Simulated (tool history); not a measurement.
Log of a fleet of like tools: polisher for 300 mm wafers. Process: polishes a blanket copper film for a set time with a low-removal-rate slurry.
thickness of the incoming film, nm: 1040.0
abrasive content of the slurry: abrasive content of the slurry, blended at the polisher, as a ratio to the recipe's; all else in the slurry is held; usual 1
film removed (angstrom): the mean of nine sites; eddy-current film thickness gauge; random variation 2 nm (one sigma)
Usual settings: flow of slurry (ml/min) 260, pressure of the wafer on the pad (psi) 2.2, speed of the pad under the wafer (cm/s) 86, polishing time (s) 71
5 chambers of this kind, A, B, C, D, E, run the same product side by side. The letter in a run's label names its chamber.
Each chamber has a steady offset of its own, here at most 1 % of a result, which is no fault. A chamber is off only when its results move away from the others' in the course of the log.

| run | day | flow of slurry (ml/min) | pressure of the wafer on the pad (psi) | speed of the pad under the wafer (cm/s) | abrasive content of the slurry | polishing time (s) | film removed (angstrom) |
|---|---|---|---|---|---|---|---|
| 1D | 0.171 | 260 | 2.2 | 86 | 1 | 71 | 1504.9 |
|  | 0.312 | chamber E: worn pad replaced by a new one |
| 2A | 0.317 | 260 | 2.2 | 86 | 1 | 71 | 1414 |
|  | 0.458 | chamber D: slurry blender recalibrated |
| 3B | 0.504 | 260 | 2.2 | 86 | 1 | 71 | 1470.3 |
| 4C | 0.696 | 260 | 2.2 | 86 | 1 | 71 | 1446.6 |
| 5E | 0.892 | 180 | 2.2 | 86 | 1 | 51 | 1013.8 |
| 6B | 1.067 | 180 | 2.2 | 86 | 1 | 51 | 999.77 |
| 7C | 1.317 | 180 | 2.2 | 86 | 1 | 51 | 1009.7 |
| 8E | 1.504 | 180 | 2.2 | 86 | 1 | 51 | 1000.7 |
|  | 1.583 | chamber A: worn pad replaced by a new one |
| 9A | 1.692 | 180 | 2.2 | 86 | 1 | 51 | 998.3 |
|  | 1.792 | chamber E: slurry blender recalibrated |
| 10D | 1.879 | 260 | 2.2 | 86 | 1 | 71 | 1484.1 |
|  | 2.05 | chamber B: worn pad replaced by a new one |
| 11B | 2.125 | 260 | 2.2 | 86 | 1 | 71 | 1416.2 |
|  | 2.242 | chamber D: head pressure recalibrated |
|  | 2.279 | chamber C: worn pad replaced by a new one |
|  | 2.308 | chamber A: head pressure recalibrated |
| 12E | 2.412 | 260 | 2.2 | 86 | 1 | 71 | 1454.6 |
| 13C | 2.579 | 230 | 2.8 | 86 | 1 | 71 | 1859.3 |
| 14A | 2.867 | 230 | 2.8 | 86 | 1 | 71 | 1842.5 |
| 15D | 3.067 | 230 | 2.8 | 86 | 1 | 71 | 1855.9 |
|  | 3.308 | chamber E: worn pad replaced by a new one |
| 16D | 3.342 | 230 | 2.8 | 86 | 1 | 71 | 1853.8 |
| 17A | 3.542 | 230 | 2.8 | 86 | 1 | 71 | 1797.5 |
|  | 3.696 | chamber B: slurry blender recalibrated |
|  | 3.708 | chamber D: worn pad replaced by a new one |
| 18B | 3.838 | 260 | 2.2 | 86 | 1 | 71 | 1452.7 |
| 19E | 4.071 | 310 | 2.2 | 86 | 0.8 | 71 | 1427.3 |
| 20C | 4.258 | 310 | 2.2 | 86 | 0.8 | 71 | 1399.8 |
| 21B | 4.408 | 310 | 2.2 | 86 | 0.8 | 71 | 1388.4 |
|  | 4.45 | chamber C: worn pad replaced by a new one |
| 22C | 4.546 | 310 | 2.2 | 86 | 0.8 | 71 | 1424.2 |
| 23D | 4.825 | 310 | 2.2 | 86 | 0.8 | 71 | 1422.9 |
|  | 5.025 | chamber C: slurry blender recalibrated |
| 24E | 5.05 | 260 | 2.2 | 86 | 1 | 71 | 1479.4 |
| 25A | 5.229 | 260 | 2.2 | 86 | 1 | 71 | 1434.5 |
| 26A | 5.45 | 260 | 1.9 | 86 | 0.85 | 71 | 1175.6 |
| 27C | 5.675 | 260 | 1.9 | 86 | 0.85 | 71 | 1213.3 |
|  | 5.9 | chamber E: worn pad replaced by a new one |
| 28E | 5.933 | 260 | 1.9 | 86 | 0.85 | 71 | 1170.3 |
|  | 5.958 | chamber B: worn pad replaced by a new one |
| 29B | 6.112 | 260 | 1.9 | 86 | 0.85 | 71 | 1209.3 |
| 30D | 6.292 | 260 | 1.9 | 86 | 0.85 | 71 | 1221.4 |
|  | 6.462 | chamber D: slurry nozzle cleaned |
| 31D | 6.538 | 260 | 2.2 | 86 | 1 | 71 | 1448 |
| 32B | 6.788 | 260 | 2.2 | 86 | 1 | 71 | 1443.5 |
|  | 6.95 | chamber A: worn pad replaced by a new one |
|  | 7.021 | chamber C: worn pad replaced by a new one |
| 33A | 7.092 | 260 | 2.2 | 86 | 1 | 71 | 1435.1 |
| 34C | 7.246 | 260 | 2.5 | 86 | 1 | 71 | 1645.9 |
| 35E | 7.538 | 260 | 2.5 | 86 | 1 | 71 | 1681.2 |

What goes on in this fleet: one chamber off, a drifting gauge, or nothing beyond the chambers' own small offsets? Name the chamber and the cause, if any.

No chamber stands off beyond its own small offset, and the gauge holds steady.
